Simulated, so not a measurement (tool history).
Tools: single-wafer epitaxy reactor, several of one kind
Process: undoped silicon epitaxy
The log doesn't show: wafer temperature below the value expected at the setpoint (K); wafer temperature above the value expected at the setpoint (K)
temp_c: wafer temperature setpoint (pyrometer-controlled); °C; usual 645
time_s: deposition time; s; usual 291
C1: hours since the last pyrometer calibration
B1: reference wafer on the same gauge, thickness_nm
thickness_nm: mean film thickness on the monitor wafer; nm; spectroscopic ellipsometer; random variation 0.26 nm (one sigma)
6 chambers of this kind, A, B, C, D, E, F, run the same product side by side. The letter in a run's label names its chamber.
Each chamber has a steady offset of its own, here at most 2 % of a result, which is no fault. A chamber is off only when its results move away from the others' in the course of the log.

{"run": "1D", "hour": 3.5, "temp_c": 645, "time_s": 291, "C1": 80.5, "B1": 43.438, "thickness_nm": 43.96}
{"run": "2A", "hour": 7.1, "temp_c": 645, "time_s": 291, "C1": 136.2, "B1": 43.524, "thickness_nm": 43.386}
{"run": "3E", "hour": 10.5, "temp_c": 645, "time_s": 291, "C1": 1302.7, "B1": 43.467, "thickness_nm": 43.388}
{"run": "4F", "hour": 16.1, "temp_c": 645, "time_s": 291, "C1": 265.8, "B1": 43.502, "thickness_nm": 43.975}
{"run": "5B", "hour": 22.9, "temp_c": 645, "time_s": 291, "C1": 30.8, "B1": 43.537, "thickness_nm": 43.43}
{"run": "6C", "hour": 28.5, "temp_c": 645, "time_s": 291, "C1": 250.7, "B1": 43.492, "thickness_nm": 43.54}
{"run": "7F", "hour": 31.9, "temp_c": 645, "time_s": 291, "C1": 281.6, "B1": 43.493, "thickness_nm": 43.744}
{"run": "8C", "hour": 36.2, "temp_c": 645, "time_s": 291, "C1": 258.4, "B1": 43.484, "thickness_nm": 44.129}
{"run": "9E", "hour": 40.0, "temp_c": 645, "time_s": 291, "C1": 1332.2, "B1": 43.531, "thickness_nm": 43.31}
{"run": "10A", "hour": 47.1, "temp_c": 645, "time_s": 291, "C1": 176.2, "B1": 43.46, "thickness_nm": 42.97}
{"run": "11D", "hour": 51.3, "temp_c": 645, "time_s": 291, "C1": 128.3, "B1": 43.423, "thickness_nm": 43.45}
{"run": "12B", "hour": 54.8, "temp_c": 645, "time_s": 291, "C1": 62.7, "B1": 43.499, "thickness_nm": 44.07}
{"run": "13D", "hour": 59.4, "temp_c": 645, "time_s": 291, "C1": 136.4, "B1": 43.512, "thickness_nm": 44.059}
{"run": "14A", "hour": 63.7, "temp_c": 656, "time_s": 291, "C1": 192.8, "B1": 43.518, "thickness_nm": 54.174}
{"run": "15E", "hour": 67.3, "temp_c": 656, "time_s": 291, "C1": 1359.5, "B1": 43.567, "thickness_nm": 55.18}
{"run": "16C", "hour": 72.0, "temp_c": 656, "time_s": 291, "C1": 294.2, "B1": 43.487, "thickness_nm": 55.616}
{"run": "17F", "hour": 78.1, "temp_c": 656, "time_s": 291, "C1": 327.8, "B1": 43.465, "thickness_nm": 56.489}
{"run": "18B", "hour": 82.2, "temp_c": 656, "time_s": 291, "C1": 90.1, "B1": 43.51, "thickness_nm": 55.912}
{"run": "19F", "hour": 87.1, "temp_c": 656, "time_s": 291, "C1": 336.8, "B1": 43.487, "thickness_nm": 55.901}
{"run": "20D", "hour": 93.2, "temp_c": 645, "time_s": 291, "C1": 170.2, "B1": 43.512, "thickness_nm": 44.244}
{"run": "21A", "hour": 100.0, "temp_c": 645, "time_s": 291, "C1": 229.1, "B1": 43.597, "thickness_nm": 43.043}
{"run": "22B", "hour": 104.6, "temp_c": 645, "time_s": 291, "C1": 112.5, "B1": 43.572, "thickness_nm": 43.983}
{"run": "23C", "hour": 109.5, "temp_c": 645, "time_s": 291, "C1": 331.7, "B1": 43.486, "thickness_nm": 44.24}
{"run": "24E", "hour": 116.2, "temp_c": 645, "time_s": 334, "C1": 1408.4, "B1": 43.435, "thickness_nm": 50.139}
{"run": "25A", "hour": 119.5, "temp_c": 645, "time_s": 334, "C1": 248.6, "B1": 43.462, "thickness_nm": 49.452}
{"run": "26B", "hour": 125.4, "temp_c": 645, "time_s": 334, "C1": 133.3, "B1": 43.492, "thickness_nm": 50.145}
{"run": "27D", "hour": 132.3, "temp_c": 645, "time_s": 334, "C1": 209.3, "B1": 43.498, "thickness_nm": 50.156}
{"run": "28E", "hour": 135.4, "temp_c": 645, "time_s": 334, "C1": 1427.6, "B1": 43.487, "thickness_nm": 50.21}
{"run": "29C", "hour": 141.3, "temp_c": 645, "time_s": 334, "C1": 363.5, "B1": 43.504, "thickness_nm": 50.394}
{"run": "30F", "hour": 144.8, "temp_c": 645, "time_s": 291, "C1": 394.5, "B1": 43.474, "thickness_nm": 44.237}
{"run": "31D", "hour": 148.9, "temp_c": 645, "time_s": 291, "C1": 225.9, "B1": 43.498, "thickness_nm": 44.236}
{"run": "32C", "hour": 155.3, "temp_c": 656, "time_s": 291, "C1": 377.5, "B1": 43.501, "thickness_nm": 55.73}
{"run": "33B", "hour": 160.4, "temp_c": 656, "time_s": 291, "C1": 168.3, "B1": 43.521, "thickness_nm": 55.719}
{"run": "34F", "hour": 167.1, "temp_c": 656, "time_s": 291, "C1": 416.8, "B1": 43.512, "thickness_nm": 55.667}
{"run": "35E", "hour": 170.6, "temp_c": 656, "time_s": 291, "C1": 1462.8, "B1": 43.549, "thickness_nm": 54.955}
{"run": "36A", "hour": 176.6, "temp_c": 656, "time_s": 291, "C1": 305.7, "B1": 43.501, "thickness_nm": 54.02}
{"run": "37A", "hour": 182.9, "temp_c": 656, "time_s": 291, "C1": 312, "B1": 43.471, "thickness_nm": 54.5}
{"run": "38E", "hour": 187.9, "temp_c": 645, "time_s": 291, "C1": 1480.1, "B1": 43.555, "thickness_nm": 44.026}
{"run": "39C", "hour": 192.7, "temp_c": 645, "time_s": 291, "C1": 414.9, "B1": 43.506, "thickness_nm": 44.257}
{"run": "40D", "hour": 199.1, "temp_c": 638, "time_s": 334, "C1": 276.1, "B1": 43.505, "thickness_nm": 43.054}
{"run": "41F", "hour": 203.0, "temp_c": 638, "time_s": 334, "C1": 452.7, "B1": 43.535, "thickness_nm": 42.479}
{"run": "42B", "hour": 208.5, "temp_c": 638, "time_s": 334, "C1": 216.4, "B1": 43.49, "thickness_nm": 42.789}
{"run": "43E", "hour": 213.2, "temp_c": 638, "time_s": 334, "C1": 1505.4, "B1": 43.524, "thickness_nm": 42.435}
{"run": "44D", "hour": 220.1, "temp_c": 638, "time_s": 334, "C1": 297.1, "B1": 43.484, "thickness_nm": 42.788}

Is one chamber off against the others, does the gauge drift, or is nothing wrong? If a chamber is off, say which, and what the likeliest cause is.

No chamber stands off beyond its own small offset, and the gauge holds steady.
